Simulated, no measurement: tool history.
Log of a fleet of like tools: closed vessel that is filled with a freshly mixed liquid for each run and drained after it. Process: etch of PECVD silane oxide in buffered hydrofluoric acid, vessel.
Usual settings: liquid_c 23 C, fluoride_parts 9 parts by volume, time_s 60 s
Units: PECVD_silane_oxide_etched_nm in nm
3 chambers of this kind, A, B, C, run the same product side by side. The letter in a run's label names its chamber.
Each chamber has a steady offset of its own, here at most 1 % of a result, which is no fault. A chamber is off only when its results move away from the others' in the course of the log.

run,day,liquid_c,fluoride_parts,time_s,hours since the thermometer was replaced,hours since the hydrofluoric acid flow meter was replaced,"read-back film thickness of the PECVD silane oxide reference wafer, read on the same gauge (nm)",PECVD_silane_oxide_etched_nm
1C,0.146,23,9,60,312.2,197.3,100.02,128.46
2A,0.321,23,9,60,1265.6,203.1,100.01,127.1
3B,0.467,23,9,60,2540.4,600.9,100.01,128.31
4B,0.667,23,9,60,2545.2,605.7,99.999,127.49
5A,0.829,23,9,60,1277.8,215.3,100.01,127.82
6C,0.975,23,9,60,332.1,217.2,100.04,128.6
7C,1.067,23,9,60,334.3,219.4,100.01,128.54
8B,1.162,23,9,60,2557.1,617.6,99.992,128.23
9A,1.371,23,9,60,1290.8,228.3,99.997,126.1
10A,1.562,23,9,60,1295.4,232.9,99.97,126.72
11B,1.692,23,9,60,2569.8,630.3,99.992,128.02
# day 1.762: chamber B: thermometer replaced
12C,1.867,23,9,60,353.5,238.6,99.996,126.92
13B,2.033,23,9,60,6.6,638.5,100.01,127.48
14C,2.242,23,9,60,362.5,247.6,100.01,125.95
15A,2.388,27.5,9,80,1315.2,252.7,99.988,213.53
16B,2.546,27.5,9,80,18.9,650.8,100.03,216.81
17A,2.746,27.5,9,80,1323.8,261.3,99.984,213.73
18C,2.892,23,9,60,378.1,263.2,100.01,124.59
19B,3.012,23,9,60,30.1,662,100.01,127.92
20C,3.183,23,9,60,385.1,270.2,100.01,124.15
21A,3.304,23,6.5,95,1337.2,274.7,100.04,281.22
22C,3.483,23,6.5,95,392.3,277.4,99.966,270.91
23B,3.596,23,6.5,95,44.1,676,99.982,283.35
24A,3.788,19,9,35,1348.8,286.3,100,59.533
25B,3.992,19,9,35,53.6,685.5,99.999,59.745
26C,4.1,19,9,35,407.1,292.2,99.987,57.347
27A,4.288,23,9,60,1360.8,298.3,99.993,125.42
28B,4.4,21,9,90,63.4,695.3,100,172.48
29A,4.558,21,9,90,1367.3,304.8,99.993,170.19
30C,4.675,21,9,90,420.9,306,99.989,162.59
31A,4.817,27,12.5,60,1373.5,311,99.994,118.15
32B,4.962,27,12.5,60,76.9,708.8,100.01,119.71

Is one chamber off against the others, does the gauge drift, or is nothing wrong? If a chamber is off, say which, and what the likeliest cause is.

Chamber C drifts away from the others.
Cause: hydrofluoric acid flow below the setpoint (%) = 8.66.
The log may not tell that from: liquid colder than its thermometer reads (K).

Here are 4 candidates for chamber C's next run, each the usual settings with a change, their results left as question marks. Which one brings its results back in line with what the others give on the usual settings?
In line means no further than this from the other chambers' mean on the usual settings: PECVD_silane_oxide_etched_nm 2 nm
33C-1,5.112,23,9.5,60,,,,?
33C-2,5.112,24,9,60,,,,?
33C-3,5.112,23,8,60,,,,?
33C-4,5.112,23,9,55,,,,?

The other chambers' mean on the usual settings: PECVD_silane_oxide_etched_nm 127.49 nm
run,PECVD_silane_oxide_etched_nm
33C-1,115.71
33C-2,128.04
33C-3,132.33
33C-4,111.24
33C-2 brings the chamber back in line.
